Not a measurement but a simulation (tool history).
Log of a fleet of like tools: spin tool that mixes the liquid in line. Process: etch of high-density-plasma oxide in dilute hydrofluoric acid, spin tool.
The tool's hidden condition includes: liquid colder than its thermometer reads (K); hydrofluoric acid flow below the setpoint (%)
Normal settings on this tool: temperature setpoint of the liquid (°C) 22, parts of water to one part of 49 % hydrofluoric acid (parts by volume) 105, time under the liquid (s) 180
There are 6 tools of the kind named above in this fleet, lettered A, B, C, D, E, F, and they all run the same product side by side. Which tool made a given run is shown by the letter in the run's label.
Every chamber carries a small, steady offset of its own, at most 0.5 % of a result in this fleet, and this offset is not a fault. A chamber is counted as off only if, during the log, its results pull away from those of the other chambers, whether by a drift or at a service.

run,hour,temperature setpoint of the liquid (°C),parts of water to one part of 49 % hydrofluoric acid (parts by volume),time under the liquid (s),hours since the thermometer was replaced,hours since the hydrofluoric acid flow meter was replaced,"read-back film thickness of the high-density-plasma oxide reference wafer, read on the same gauge (nm)",thickness taken off the high-density-plasma oxide on a monitor wafer (Å)
1C,4.1,22,105,180,342.6,222.9,130.02,93.936
2E,10.8,22,105,180,1926.3,21.6,129.97,95.423
3A,18.5,22,105,180,338.5,401.5,130.03,95.769
4B,25.6,22,105,180,819.2,696.7,130.04,95.214
# hour 27.3: chamber F: hydrofluoric acid flow meter replaced
5D,31.3,22,105,180,136,582.1,130,94.677
6F,38.8,22,105,180,53.6,11.5,129.99,95.5
7B,44.7,22,105,180,838.3,715.8,129.97,95.413
8F,48.8,19.5,90,180,63.6,21.5,130.02,101.09
9C,52.4,19.5,90,180,390.9,271.2,129.97,102.37
10A,60.1,19.5,90,180,380.1,443.1,130.01,101.81
11D,65.6,19.5,90,180,170.3,616.4,129.97,101.82
12E,70,19.5,90,180,1985.5,80.8,130.03,102.5
13B,75.6,19.5,90,180,869.2,746.7,130.01,101.63
14C,81.5,22,105,180,420,300.3,129.98,94.922
15A,87.6,22,60,180,407.6,470.6,129.99,174.31
16E,95.4,22,60,180,2010.9,106.2,130,178.48
17F,101.9,22,60,180,116.7,74.6,130.03,175.25
18D,109.8,22,60,180,214.5,660.6,129.99,177.89
19B,116.5,22,60,180,910.1,787.6,129.95,176.61
20E,120,22,60,180,2035.5,130.8,130.02,177.82
21D,124.9,22,105,180,229.6,675.7,129.98,94.032
22C,129.6,22,105,180,468.1,348.4,130.03,95.679
23A,137.2,22,105,180,457.2,520.2,130.01,95.058
24F,141.5,20,105,180,156.3,114.2,129.99,87.511
25F,145,20,105,180,159.8,117.7,129.95,87.141
26E,149.3,20,105,180,2064.8,160.1,129.95,87.894
27A,155.2,20,105,180,475.2,538.2,130,88.087
28B,159.6,20,105,180,953.2,830.7,130.01,87.898
29D,166.4,20,105,180,271.1,717.2,129.99,86.394
30C,170.7,22,105,180,509.2,389.5,129.99,94.496
31C,176,22,105,180,514.5,394.8,129.99,95.068
32E,181.5,22,105,180,2097,192.3,130.01,95.101
33F,185,26,65,180,199.8,157.7,129.97,188.81
34D,189.2,26,65,180,293.9,740,130.01,190.89
35A,194.7,26,65,180,514.7,577.7,130.02,187.65
36B,199.3,26,65,180,992.9,870.4,129.98,189.66
37E,207.3,26,65,180,2122.8,218.1,129.97,189.49

Does one chamber stand apart from the rest, does the shared gauge drift, or is all well apart from small per-chamber offsets? Give the chamber and the most likely cause, where there is one.

Nothing is wrong: each chamber keeps only its own small, steady offset and the gauge holds still.
